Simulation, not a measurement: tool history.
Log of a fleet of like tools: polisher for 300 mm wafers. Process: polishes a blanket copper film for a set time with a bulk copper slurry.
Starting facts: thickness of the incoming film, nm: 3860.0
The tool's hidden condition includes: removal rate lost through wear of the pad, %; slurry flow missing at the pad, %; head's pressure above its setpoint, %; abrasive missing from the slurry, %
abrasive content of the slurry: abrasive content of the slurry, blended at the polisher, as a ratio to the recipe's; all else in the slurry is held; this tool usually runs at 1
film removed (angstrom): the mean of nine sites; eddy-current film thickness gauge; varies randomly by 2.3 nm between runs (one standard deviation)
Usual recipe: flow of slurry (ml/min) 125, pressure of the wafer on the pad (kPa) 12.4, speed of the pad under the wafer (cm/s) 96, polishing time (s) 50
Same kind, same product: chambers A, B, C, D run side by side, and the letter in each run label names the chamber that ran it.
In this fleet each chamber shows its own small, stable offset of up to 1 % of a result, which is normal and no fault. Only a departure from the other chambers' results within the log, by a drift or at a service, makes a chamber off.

run	hour	flow of slurry (ml/min)	pressure of the wafer on the pad (kPa)	speed of the pad under the wafer (cm/s)	abrasive content of the slurry	polishing time (s)	wafers polished on this pad	hours since the slurry nozzle was cleaned	hours since the head pressure was calibrated	hours since the slurry blender was calibrated	film removed (angstrom)
1B	5.7	125	12.4	96	1	50	826	314.7	31.2	228.5	2388.8
2A	9.2	125	12.4	96	1	50	190	596.7	964.9	166	2399.5
3C	15	125	12.4	96	1	50	333	231.1	210	117.3	2350.6
4D	20.4	125	12.4	96	1	50	220	30.7	637.9	42.5	2333.6
5C	23.4	125	12.4	96	1	50	384	239.5	218.4	125.7	2347.6
# hour 24.3: chamber A: slurry blender recalibrated
6D	28.4	125	12.4	96	1	50	268	38.7	645.9	50.5	2318.4
# hour 28.8: chamber B: worn pad replaced by a new one
7A	31.7	125	12.4	96	1	50	326	619.2	987.4	7.4	2312
8B	34.5	125	12.4	96	1	50	34	343.5	60	257.3	2364.1
9B	37.2	125	12.4	96	1	50	51	346.2	62.7	260	2389.9
10D	42	90	12.4	96	1	50	350	52.3	659.5	64.1	2160.3
11A	44.7	90	12.4	96	1	50	405	632.2	1000.4	20.4	2184.7
12C	49.7	90	12.4	96	1	50	543	265.8	244.7	152	2141.7
13D	54	90	12.4	96	1	50	423	64.3	671.5	76.1	2137.9
14C	56.6	100	12.4	96	1	57	585	272.7	251.6	158.9	2453.7
15B	60.4	100	12.4	96	1	57	191	369.4	85.9	283.2	2583.4
16A	64.4	100	12.4	96	1	57	524	651.9	1020.1	40.1	2561
# hour 65.4: chamber B: slurry blender recalibrated
17B	70	100	12.4	96	1	57	249	379	95.5	4.7	2587.8
18A	73.8	125	12.4	96	1	50	581	661.3	1029.5	49.5	2378
19D	76.4	125	12.4	96	1	50	559	86.7	693.9	98.5	2393.1
20C	79.3	125	12.4	96	1	50	722	295.4	274.3	181.6	2248.5
21A	83.2	125	12.4	96	1	50	637	670.7	1038.9	58.9	2367.4
# hour 86.6: chamber D: head pressure recalibrated
# hour 88.3: chamber A: slurry nozzle cleaned
22C	88.4	170	12.4	68	1	50	777	304.5	283.4	190.7	1688.8
23D	91.6	170	12.4	68	1	50	651	101.9	5	113.7	1743.7
24B	95.7	170	12.4	68	1	50	405	404.7	121.2	30.4	1726.3
# hour 96.3: chamber D: slurry blender recalibrated
25B	101.3	170	12.4	68	1	50	439	410.3	126.8	36	1781.8
# hour 106.4: chamber C: slurry blender recalibrated
26C	106.7	125	12.4	96	1	50	888	322.8	301.7	0.4	2172.6
# hour 107.6: chamber A: worn pad replaced by a new one
27D	109.9	125	12.4	96	1	50	761	120.2	23.3	13.7	2305.8
28A	115	125	14.5	96	1	50	45	26.7	1070.7	90.7	2747.2

Which is it: a chamber that has drifted or been left off by a service, a gauge drift common to all chambers, or only each chamber's usual small offset? If a chamber is off, name it and its likeliest cause.

Chamber C drifts away from the others.
Cause: removal rate lost through wear of the pad, % = 7.42.
With only this log, it may be confused with: slurry flow missing at the pad, %; head's pressure below its setpoint, %.

Here are 4 candidates for chamber C's next run, each the usual settings with a change, their results left as question marks. Which one brings its results back in line with what the others give on the usual settings?
To be in line, a result may differ from the other chambers' mean on the usual settings by at most: film removed (angstrom) 82
29C-1	119.2	125	11.7	92	1	50					?
29C-2	119.2	125	13.1	102	1	53					?
29C-3	119.2	125	13.1	100	1	50					?
29C-4	119.2	125	11.7	92	1	47					?

On the usual settings, the other chambers give on average: film removed (angstrom) 2359.2
run	film removed (angstrom)
29C-1	1942.7
29C-2	2549.7
29C-3	2358.6
29C-4	1826.2
The right change is 29C-3: it brings the chamber back within the allowed miss of the others.
